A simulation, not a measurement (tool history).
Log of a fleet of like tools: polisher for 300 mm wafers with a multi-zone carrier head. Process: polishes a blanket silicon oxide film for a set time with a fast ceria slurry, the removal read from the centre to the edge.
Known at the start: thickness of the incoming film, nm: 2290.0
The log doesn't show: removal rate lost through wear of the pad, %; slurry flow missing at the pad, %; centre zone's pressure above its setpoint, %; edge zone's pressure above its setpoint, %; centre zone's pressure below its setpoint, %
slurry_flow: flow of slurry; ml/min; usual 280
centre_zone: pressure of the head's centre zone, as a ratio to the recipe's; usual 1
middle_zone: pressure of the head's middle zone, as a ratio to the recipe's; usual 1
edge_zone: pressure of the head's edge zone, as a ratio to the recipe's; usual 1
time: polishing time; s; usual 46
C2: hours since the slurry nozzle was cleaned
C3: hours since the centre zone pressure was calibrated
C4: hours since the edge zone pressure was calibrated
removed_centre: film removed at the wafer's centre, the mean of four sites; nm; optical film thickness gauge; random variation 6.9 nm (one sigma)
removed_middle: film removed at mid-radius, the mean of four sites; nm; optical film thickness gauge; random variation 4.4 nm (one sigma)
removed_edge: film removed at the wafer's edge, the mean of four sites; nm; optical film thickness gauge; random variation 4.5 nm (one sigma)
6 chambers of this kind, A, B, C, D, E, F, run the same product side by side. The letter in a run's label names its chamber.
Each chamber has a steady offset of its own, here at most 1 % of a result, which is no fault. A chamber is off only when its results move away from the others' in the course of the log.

{"day": 0.058, "done": "chamber C: edge zone pressure recalibrated"}
{"day": 0.133, "done": "chamber D: worn pad replaced by a new one"}
{"run": "1E", "day": 0.312, "slurry_flow": 280, "centre_zone": 1, "middle_zone": 1, "edge_zone": 1, "time": 46, "wafers polished on this pad": 513, "C2": 331.1, "C3": 218.5, "C4": 625.6, "removed_centre": 507.44, "removed_middle": 505.03, "removed_edge": 505.7}
{"run": "2A", "day": 0.667, "slurry_flow": 280, "centre_zone": 1, "middle_zone": 1, "edge_zone": 1, "time": 46, "wafers polished on this pad": 282, "C2": 54.9, "C3": 58.6, "C4": 800.1, "removed_centre": 504.03, "removed_middle": 503.22, "removed_edge": 512.3}
{"day": 1.025, "done": "chamber F: edge zone pressure recalibrated"}
{"run": "3F", "day": 1.121, "slurry_flow": 280, "centre_zone": 1, "middle_zone": 1, "edge_zone": 1, "time": 46, "wafers polished on this pad": 349, "C2": 338.5, "C3": 643.8, "C4": 2.4, "removed_centre": 494.39, "removed_middle": 503.34, "removed_edge": 504.46}
{"day": 1.333, "done": "chamber D: slurry nozzle cleaned"}
{"run": "4D", "day": 1.604, "slurry_flow": 280, "centre_zone": 1, "middle_zone": 1, "edge_zone": 1, "time": 46, "wafers polished on this pad": 297, "C2": 6.6, "C3": 696.8, "C4": 433.5, "removed_centre": 510.31, "removed_middle": 498.42, "removed_edge": 515.8}
{"day": 1.612, "done": "chamber B: worn pad replaced by a new one"}
{"run": "5C", "day": 2.029, "slurry_flow": 280, "centre_zone": 1, "middle_zone": 1, "edge_zone": 1, "time": 46, "wafers polished on this pad": 514, "C2": 486.1, "C3": 337, "C4": 47.3, "removed_centre": 493.21, "removed_middle": 502.46, "removed_edge": 509.33}
{"day": 2.417, "done": "chamber C: worn pad replaced by a new one"}
{"run": "6B", "day": 2.512, "slurry_flow": 280, "centre_zone": 1, "middle_zone": 1, "edge_zone": 1, "time": 46, "wafers polished on this pad": 182, "C2": 627.2, "C3": 225.2, "C4": 620.1, "removed_centre": 489.47, "removed_middle": 496.22, "removed_edge": 500.78}
{"day": 2.55, "done": "chamber A: worn pad replaced by a new one"}
{"day": 2.696, "done": "chamber F: worn pad replaced by a new one"}
{"run": "7E", "day": 2.8, "slurry_flow": 280, "centre_zone": 1, "middle_zone": 1, "edge_zone": 1, "time": 46, "wafers polished on this pad": 1016, "C2": 390.8, "C3": 278.2, "C4": 685.3, "removed_centre": 496.93, "removed_middle": 501.53, "removed_edge": 502.18}
{"run": "8F", "day": 3.254, "slurry_flow": 280, "centre_zone": 1, "middle_zone": 1, "edge_zone": 1, "time": 46, "wafers polished on this pad": 113, "C2": 389.7, "C3": 695, "C4": 53.6, "removed_centre": 499.48, "removed_middle": 504.64, "removed_edge": 499.36}
{"run": "9D", "day": 3.617, "slurry_flow": 280, "centre_zone": 1, "middle_zone": 1, "edge_zone": 1, "time": 46, "wafers polished on this pad": 704, "C2": 54.9, "C3": 745.1, "C4": 481.8, "removed_centre": 502.3, "removed_middle": 500.65, "removed_edge": 514.38}
{"run": "10C", "day": 4.154, "slurry_flow": 280, "centre_zone": 1, "middle_zone": 1, "edge_zone": 1, "time": 46, "wafers polished on this pad": 351, "C2": 537.1, "C3": 388, "C4": 98.3, "removed_centre": 500.67, "removed_middle": 513.72, "removed_edge": 503.53}
{"run": "11B", "day": 4.5, "slurry_flow": 280, "centre_zone": 1, "middle_zone": 1, "edge_zone": 1, "time": 46, "wafers polished on this pad": 584, "C2": 674.9, "C3": 272.9, "C4": 667.8, "removed_centre": 503.23, "removed_middle": 496.76, "removed_edge": 503.54}
{"run": "12A", "day": 4.846, "slurry_flow": 325, "centre_zone": 1, "middle_zone": 1, "edge_zone": 1, "time": 34, "wafers polished on this pad": 465, "C2": 155.2, "C3": 158.9, "C4": 900.4, "removed_centre": 372.81, "removed_middle": 379.63, "removed_edge": 380.5}
{"day": 5.088, "done": "chamber E: worn pad replaced by a new one"}
{"run": "13D", "day": 5.296, "slurry_flow": 325, "centre_zone": 1, "middle_zone": 1, "edge_zone": 1, "time": 34, "wafers polished on this pad": 1044, "C2": 95.2, "C3": 785.4, "C4": 522.1, "removed_centre": 379.3, "removed_middle": 375.87, "removed_edge": 378.51}
{"day": 5.421, "done": "chamber B: worn pad replaced by a new one"}
{"run": "14A", "day": 5.671, "slurry_flow": 325, "centre_zone": 1, "middle_zone": 1, "edge_zone": 1, "time": 34, "wafers polished on this pad": 632, "C2": 175, "C3": 178.7, "C4": 920.2, "removed_centre": 384.36, "removed_middle": 378.33, "removed_edge": 375.1}
{"run": "15E", "day": 6.067, "slurry_flow": 325, "centre_zone": 1, "middle_zone": 1, "edge_zone": 1, "time": 34, "wafers polished on this pad": 198, "C2": 469.2, "C3": 356.6, "C4": 763.7, "removed_centre": 376.79, "removed_middle": 377.71, "removed_edge": 377.86}
{"day": 6.071, "done": "chamber C: worn pad replaced by a new one"}
{"day": 6.179, "done": "chamber A: worn pad replaced by a new one"}
{"day": 6.338, "done": "chamber F: worn pad replaced by a new one"}
{"run": "16F", "day": 6.646, "slurry_flow": 325, "centre_zone": 1, "middle_zone": 1, "edge_zone": 1, "time": 34, "wafers polished on this pad": 62, "C2": 471.1, "C3": 776.4, "C4": 135, "removed_centre": 373.91, "removed_middle": 380.79, "removed_edge": 372.73}
{"run": "17B", "day": 6.992, "slurry_flow": 325, "centre_zone": 1, "middle_zone": 1, "edge_zone": 1, "time": 34, "wafers polished on this pad": 318, "C2": 734.7, "C3": 332.7, "C4": 727.6, "removed_centre": 371.35, "removed_middle": 372.15, "removed_edge": 377.3}
{"day": 7.067, "done": "chamber D: centre zone pressure recalibrated"}
{"run": "18C", "day": 7.454, "slurry_flow": 280, "centre_zone": 1, "middle_zone": 1, "edge_zone": 1, "time": 46, "wafers polished on this pad": 279, "C2": 616.3, "C3": 467.2, "C4": 177.5, "removed_centre": 501.2, "removed_middle": 493.61, "removed_edge": 517.45}
{"run": "19A", "day": 7.825, "slurry_flow": 280, "centre_zone": 1, "middle_zone": 1.09, "edge_zone": 1.09, "time": 46, "wafers polished on this pad": 333, "C2": 226.7, "C3": 230.4, "C4": 971.9, "removed_centre": 521.75, "removed_middle": 537.96, "removed_edge": 535.13}
{"day": 7.829, "done": "chamber D: worn pad replaced by a new one"}
{"run": "20C", "day": 8.088, "slurry_flow": 280, "centre_zone": 1, "middle_zone": 1.09, "edge_zone": 1.09, "time": 46, "wafers polished on this pad": 408, "C2": 631.5, "C3": 482.4, "C4": 192.7, "removed_centre": 495.34, "removed_middle": 551.2, "removed_edge": 525.64}
{"run": "21D", "day": 8.512, "slurry_flow": 280, "centre_zone": 1, "middle_zone": 1.09, "edge_zone": 1.09, "time": 46, "wafers polished on this pad": 138, "C2": 172.4, "C3": 34.7, "C4": 599.3, "removed_centre": 508.54, "removed_middle": 553.51, "removed_edge": 546.84}
{"day": 8.517, "done": "chamber B: edge zone pressure recalibrated"}
{"run": "22E", "day": 8.929, "slurry_flow": 280, "centre_zone": 1, "middle_zone": 1.09, "edge_zone": 1.09, "time": 46, "wafers polished on this pad": 777, "C2": 537.9, "C3": 425.3, "C4": 832.4, "removed_centre": 475.52, "removed_middle": 545.86, "removed_edge": 523.7}
{"day": 8.946, "done": "chamber B: worn pad replaced by a new one"}
{"run": "23B", "day": 9.246, "slurry_flow": 280, "centre_zone": 1, "middle_zone": 1.09, "edge_zone": 1.09, "time": 46, "wafers polished on this pad": 60, "C2": 788.8, "C3": 386.8, "C4": 17.6, "removed_centre": 505.96, "removed_middle": 544.24, "removed_edge": 517.54}
{"day": 9.596, "done": "chamber A: worn pad replaced by a new one"}
{"run": "24F", "day": 9.621, "slurry_flow": 280, "centre_zone": 1, "middle_zone": 1.09, "edge_zone": 1.09, "time": 46, "wafers polished on this pad": 664, "C2": 542.5, "C3": 847.8, "C4": 206.4, "removed_centre": 496.55, "removed_middle": 543.96, "removed_edge": 521.96}
{"day": 9.692, "done": "chamber C: worn pad replaced by a new one"}
{"run": "25B", "day": 9.979, "slurry_flow": 280, "centre_zone": 1, "middle_zone": 1, "edge_zone": 1, "time": 46, "wafers polished on this pad": 209, "C2": 806.4, "C3": 404.4, "C4": 35.2, "removed_centre": 482.6, "removed_middle": 504.5, "removed_edge": 504.03}
{"run": "26F", "day": 10.288, "slurry_flow": 280, "centre_zone": 1, "middle_zone": 1, "edge_zone": 1, "time": 46, "wafers polished on this pad": 799, "C2": 558.5, "C3": 863.8, "C4": 222.4, "removed_centre": 498.24, "removed_middle": 499.92, "removed_edge": 499.82}
{"day": 10.458, "done": "chamber E: edge zone pressure recalibrated"}
{"day": 10.542, "done": "chamber F: worn pad replaced by a new one"}
{"run": "27E", "day": 10.575, "slurry_flow": 280, "centre_zone": 1, "middle_zone": 1, "edge_zone": 1, "time": 46, "wafers polished on this pad": 1110, "C2": 577.4, "C3": 464.8, "C4": 2.8, "removed_centre": 473.87, "removed_middle": 517.09, "removed_edge": 502.59}
{"run": "28A", "day": 10.933, "slurry_flow": 280, "centre_zone": 1, "middle_zone": 1, "edge_zone": 1, "time": 46, "wafers polished on this pad": 270, "C2": 301.3, "C3": 305, "C4": 1046.5, "removed_centre": 502.42, "removed_middle": 503.85, "removed_edge": 506.59}
{"run": "29D", "day": 11.354, "slurry_flow": 240, "centre_zone": 1, "middle_zone": 1, "edge_zone": 1, "time": 46, "wafers polished on this pad": 713, "C2": 240.6, "C3": 102.9, "C4": 667.5, "removed_centre": 503.01, "removed_middle": 491.36, "removed_edge": 504.46}
{"day": 11.6, "done": "chamber C: centre zone pressure recalibrated"}
{"run": "30C", "day": 11.75, "slurry_flow": 240, "centre_zone": 1, "middle_zone": 1, "edge_zone": 1, "time": 46, "wafers polished on this pad": 417, "C2": 719.4, "C3": 3.7, "C4": 280.6, "removed_centre": 485.63, "removed_middle": 503.24, "removed_edge": 502.01}
{"day": 12.158, "done": "chamber B: worn pad replaced by a new one"}
{"run": "31F", "day": 12.2, "slurry_flow": 240, "centre_zone": 1, "middle_zone": 1, "edge_zone": 1, "time": 46, "wafers polished on this pad": 335, "C2": 604.4, "C3": 909.7, "C4": 268.3, "removed_centre": 493.47, "removed_middle": 494.46, "removed_edge": 488.08}
{"day": 12.592, "done": "chamber A: worn pad replaced by a new one"}
{"run": "32A", "day": 12.671, "slurry_flow": 240, "centre_zone": 1, "middle_zone": 1, "edge_zone": 1, "time": 46, "wafers polished on this pad": 16, "C2": 343, "C3": 346.7, "C4": 1088.2, "removed_centre": 490.6, "removed_middle": 491.66, "removed_edge": 505.93}
{"day": 13.104, "done": "chamber E: worn pad replaced by a new one"}
{"run": "33E", "day": 13.142, "slurry_flow": 240, "centre_zone": 1, "middle_zone": 1, "edge_zone": 1, "time": 46, "wafers polished on this pad": 8, "C2": 639, "C3": 526.4, "C4": 64.4, "removed_centre": 441.89, "removed_middle": 496.99, "removed_edge": 494.57}
{"day": 13.388, "done": "chamber C: worn pad replaced by a new one"}
{"run": "34B", "day": 13.446, "slurry_flow": 240, "centre_zone": 1, "middle_zone": 1, "edge_zone": 1, "time": 46, "wafers polished on this pad": 260, "C2": 889.6, "C3": 487.6, "C4": 118.4, "removed_centre": 478.29, "removed_middle": 496.41, "removed_edge": 490.8}
{"day": 13.596, "done": "chamber A: edge zone pressure recalibrated"}
{"run": "35C", "day": 13.983, "slurry_flow": 280, "centre_zone": 1, "middle_zone": 1, "edge_zone": 1, "time": 46, "wafers polished on this pad": 120, "C2": 773, "C3": 57.3, "C4": 334.2, "removed_centre": 499.05, "removed_middle": 505.44, "removed_edge": 509.8}
{"run": "36D", "day": 14.371, "slurry_flow": 280, "centre_zone": 1, "middle_zone": 1, "edge_zone": 1, "time": 46, "wafers polished on this pad": 1323, "C2": 313, "C3": 175.3, "C4": 739.9, "removed_centre": 513.65, "removed_middle": 490.85, "removed_edge": 506.2}
{"day": 14.538, "done": "chamber F: worn pad replaced by a new one"}
{"run": "37F", "day": 14.812, "slurry_flow": 280, "centre_zone": 1, "middle_zone": 1, "edge_zone": 1, "time": 46, "wafers polished on this pad": 55, "C2": 667.1, "C3": 972.4, "C4": 331, "removed_centre": 507.72, "removed_middle": 509.46, "removed_edge": 500.21}
{"run": "38B", "day": 15.379, "slurry_flow": 280, "centre_zone": 1, "middle_zone": 1, "edge_zone": 1, "time": 46, "wafers polished on this pad": 652, "C2": 936, "C3": 534, "C4": 164.8, "removed_centre": 492.56, "removed_middle": 498.67, "removed_edge": 500.98}
{"day": 15.575, "done": "chamber D: worn pad replaced by a new one"}
{"day": 15.812, "done": "chamber A: worn pad replaced by a new one"}
{"run": "39A", "day": 15.817, "slurry_flow": 280, "centre_zone": 1, "middle_zone": 1, "edge_zone": 1, "time": 46, "wafers polished on this pad": 1, "C2": 418.5, "C3": 422.2, "C4": 53.3, "removed_centre": 500.79, "removed_middle": 508.47, "removed_edge": 509.66}
{"run": "40E", "day": 16.246, "slurry_flow": 280, "centre_zone": 1, "middle_zone": 1, "edge_zone": 1, "time": 46, "wafers polished on this pad": 636, "C2": 713.5, "C3": 600.9, "C4": 138.9, "removed_centre": 428.63, "removed_middle": 519.49, "removed_edge": 511.12}
{"run": "41D", "day": 16.654, "slurry_flow": 280, "centre_zone": 1, "middle_zone": 1, "edge_zone": 1, "time": 46, "wafers polished on this pad": 218, "C2": 367.8, "C3": 230.1, "C4": 794.7, "removed_centre": 514.86, "removed_middle": 497, "removed_edge": 500.87}

Is one chamber off against the others, does the gauge drift, or is nothing wrong? If a chamber is off, say which, and what the likeliest cause is.

Chamber E drifts away from the others.
Cause: centre zone's pressure below its setpoint, % = 12.4.

Here are 4 candidates for chamber E's next run, each the usual settings with a change, their results left as question marks. Which one brings its results back in line with what the others give on the usual settings?
In line means no further than this from the other chambers' mean on the usual settings: removed_centre 24 nm; removed_middle 15 nm; removed_edge 16 nm
{"run": "42E-1", "day": 17.079, "slurry_flow": 285, "centre_zone": 1.11, "middle_zone": 0.97, "edge_zone": 0.97, "time": 47, "removed_centre": "?", "removed_middle": "?", "removed_edge": "?"}
{"run": "42E-2", "day": 17.079, "slurry_flow": 280, "centre_zone": 0.96, "middle_zone": 1.01, "edge_zone": 1.01, "time": 46, "removed_centre": "?", "removed_middle": "?", "removed_edge": "?"}
{"run": "42E-3", "day": 17.079, "slurry_flow": 275, "centre_zone": 0.89, "middle_zone": 1.03, "edge_zone": 1.03, "time": 45, "removed_centre": "?", "removed_middle": "?", "removed_edge": "?"}
{"run": "42E-4", "day": 17.079, "slurry_flow": 280, "centre_zone": 1.04, "middle_zone": 0.99, "edge_zone": 0.99, "time": 46, "removed_centre": "?", "removed_middle": "?", "removed_edge": "?"}

The other chambers' mean on the usual settings: removed_centre 500.32 nm; removed_middle 501.83 nm; removed_edge 503.13 nm
run=42E-1 removed_centre=498.18 removed_middle=507.84 removed_edge=505.88
run=42E-2 removed_centre=415.49 removed_middle=515.22 removed_edge=504.77
run=42E-3 removed_centre=373.2 removed_middle=512.38 removed_edge=498.12
run=42E-4 removed_centre=453.42 removed_middle=505.66 removed_edge=499.6
42E-1 brings the chamber back in line.

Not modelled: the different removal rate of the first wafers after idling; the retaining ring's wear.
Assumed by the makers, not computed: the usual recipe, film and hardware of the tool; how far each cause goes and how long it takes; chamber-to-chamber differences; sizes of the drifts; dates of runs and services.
